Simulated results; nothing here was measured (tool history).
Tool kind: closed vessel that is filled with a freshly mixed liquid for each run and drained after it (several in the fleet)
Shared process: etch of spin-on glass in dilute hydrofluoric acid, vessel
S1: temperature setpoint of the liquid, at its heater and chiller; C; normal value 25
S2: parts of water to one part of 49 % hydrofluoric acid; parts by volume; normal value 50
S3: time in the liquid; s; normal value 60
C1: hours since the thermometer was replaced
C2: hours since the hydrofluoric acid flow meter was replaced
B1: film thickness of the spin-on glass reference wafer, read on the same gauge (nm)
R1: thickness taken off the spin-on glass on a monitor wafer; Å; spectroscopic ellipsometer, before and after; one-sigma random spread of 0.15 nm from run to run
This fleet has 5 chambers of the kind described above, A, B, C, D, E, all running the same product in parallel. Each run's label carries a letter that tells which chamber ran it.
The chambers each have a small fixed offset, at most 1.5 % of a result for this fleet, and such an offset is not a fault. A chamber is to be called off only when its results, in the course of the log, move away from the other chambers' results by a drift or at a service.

| run | hour | S1 | S2 | S3 | C1 | C2 | B1 | R1 |
|---|---|---|---|---|---|---|---|---|
| 1A | 7.9 | 25 | 50 | 60 | 1619.7 | 1041.9 | 79.967 | 272.67 |
|  | 19.1 | chamber E: hydrofluoric acid flow meter replaced |
| 2B | 22.3 | 25 | 50 | 60 | 1314.2 | 629.4 | 79.99 | 276.92 |
| 3D | 32 | 25 | 50 | 60 | 1149.3 | 1227.3 | 79.992 | 272.98 |
| 4E | 44.1 | 25 | 50 | 60 | 463.3 | 25 | 79.982 | 278.51 |
| 5C | 58.2 | 25 | 50 | 60 | 65.2 | 221.7 | 80.013 | 278.51 |
| 6D | 69.8 | 25 | 50 | 60 | 1187.1 | 1265.1 | 80.033 | 279.13 |
| 7A | 80 | 25 | 50 | 60 | 1691.8 | 1114 | 79.98 | 273.94 |
| 8E | 94.5 | 25 | 50 | 60 | 513.7 | 75.4 | 79.977 | 277.79 |
| 9B | 101.5 | 25 | 50 | 60 | 1393.4 | 708.6 | 79.999 | 276.95 |
| 10C | 115.3 | 25 | 50 | 60 | 122.3 | 278.8 | 80.027 | 280.1 |
| 11E | 122.5 | 25 | 50 | 60 | 541.7 | 103.4 | 79.997 | 278.77 |
| 12B | 131.1 | 25 | 50 | 60 | 1423 | 738.2 | 80.02 | 275.1 |
| 13C | 140.7 | 25 | 50 | 60 | 147.7 | 304.2 | 79.974 | 279 |
| 14A | 151.9 | 25 | 50 | 60 | 1763.7 | 1185.9 | 79.993 | 275.42 |
| 15D | 159.3 | 25 | 50 | 60 | 1276.6 | 1354.6 | 79.98 | 278.24 |
|  | 163.8 | chamber D: hydrofluoric acid flow meter replaced |
| 16D | 172.6 | 25 | 50 | 60 | 1289.9 | 8.9 | 79.985 | 276.38 |
| 17C | 186.8 | 25 | 50 | 60 | 193.8 | 350.3 | 80.025 | 280.14 |
| 18A | 199.5 | 25 | 50 | 60 | 1811.3 | 1233.5 | 80.017 | 275.23 |
| 19B | 212.4 | 25 | 50 | 60 | 1504.3 | 819.5 | 79.991 | 279.5 |
| 20E | 224.2 | 25 | 50 | 60 | 643.4 | 205.1 | 80 | 277.85 |
| 21B | 236.7 | 25 | 50 | 60 | 1528.6 | 843.8 | 79.995 | 279.29 |
| 22D | 248.6 | 27 | 50 | 80 | 1365.9 | 84.9 | 79.974 | 395.97 |
| 23E | 260.9 | 27 | 50 | 80 | 680.1 | 241.8 | 79.961 | 404.11 |
| 24C | 275.1 | 27 | 50 | 80 | 282.1 | 438.6 | 79.983 | 405.9 |
| 25A | 285.5 | 27 | 50 | 80 | 1897.3 | 1319.5 | 79.962 | 397.51 |
| 26D | 292.5 | 27 | 50 | 80 | 1409.8 | 128.8 | 79.986 | 401.45 |
| 27E | 307.2 | 25 | 50 | 60 | 726.4 | 288.1 | 79.978 | 276.84 |
| 28A | 314.5 | 28 | 65 | 60 | 1926.3 | 1348.5 | 80.003 | 236.07 |
| 29B | 323.7 | 28 | 65 | 60 | 1615.6 | 930.8 | 80.054 | 233.83 |
|  | 335.6 | chamber B: hydrofluoric acid flow meter replaced |
| 30C | 336 | 28 | 65 | 60 | 343 | 499.5 | 80.017 | 238.67 |
| 31A | 345.4 | 28 | 65 | 60 | 1957.2 | 1379.4 | 80.015 | 235.24 |
| 32D | 353.7 | 28 | 65 | 60 | 1471 | 190 | 80.008 | 233.5 |
| 33C | 368.6 | 25 | 50 | 60 | 375.6 | 532.1 | 79.976 | 276.6 |
| 34B | 378.8 | 25 | 50 | 60 | 1670.7 | 43.3 | 79.966 | 277.9 |
| 35E | 389.5 | 25 | 50 | 60 | 808.7 | 370.4 | 79.987 | 278.16 |
| 36C | 403.2 | 25 | 50 | 60 | 410.2 | 566.7 | 80.023 | 280.96 |
| 37D | 412.5 | 25 | 50 | 60 | 1529.8 | 248.8 | 80.023 | 277.73 |
| 38B | 427.4 | 25 | 50 | 60 | 1719.3 | 91.9 | 80.007 | 277.81 |
| 39E | 440.7 | 25 | 50 | 60 | 859.9 | 421.6 | 80.052 | 279.07 |
| 40A | 447.6 | 25 | 50 | 60 | 2059.4 | 1481.6 | 80.032 | 278.01 |
| 41A | 458.2 | 25 | 50 | 60 | 2070 | 1492.2 | 79.989 | 273.82 |
|  | 459 | chamber E: hydrofluoric acid flow meter replaced |
| 42D | 472.2 | 25 | 50 | 60 | 1589.5 | 308.5 | 79.981 | 276.27 |
| 43E | 479.6 | 25 | 50 | 60 | 898.8 | 20.6 | 80.037 | 277.58 |

Next, all 5 chambers run the settings below, one line each with question marks for the results. What does each chamber give?
| 44A | 490.7 | 25 | 50 | 60 |  |  |  | ? |
| 44B | 490.7 | 25 | 50 | 60 |  |  |  | ? |
| 44C | 490.7 | 25 | 50 | 60 |  |  |  | ? |
| 44D | 490.7 | 25 | 50 | 60 |  |  |  | ? |
| 44E | 490.7 | 25 | 50 | 60 |  |  |  | ? |

| run | R1 |
|---|---|
| 44A | 278.92 |
| 44B | 277.91 |
| 44C | 278.31 |
| 44D | 276.62 |
| 44E | 276.74 |
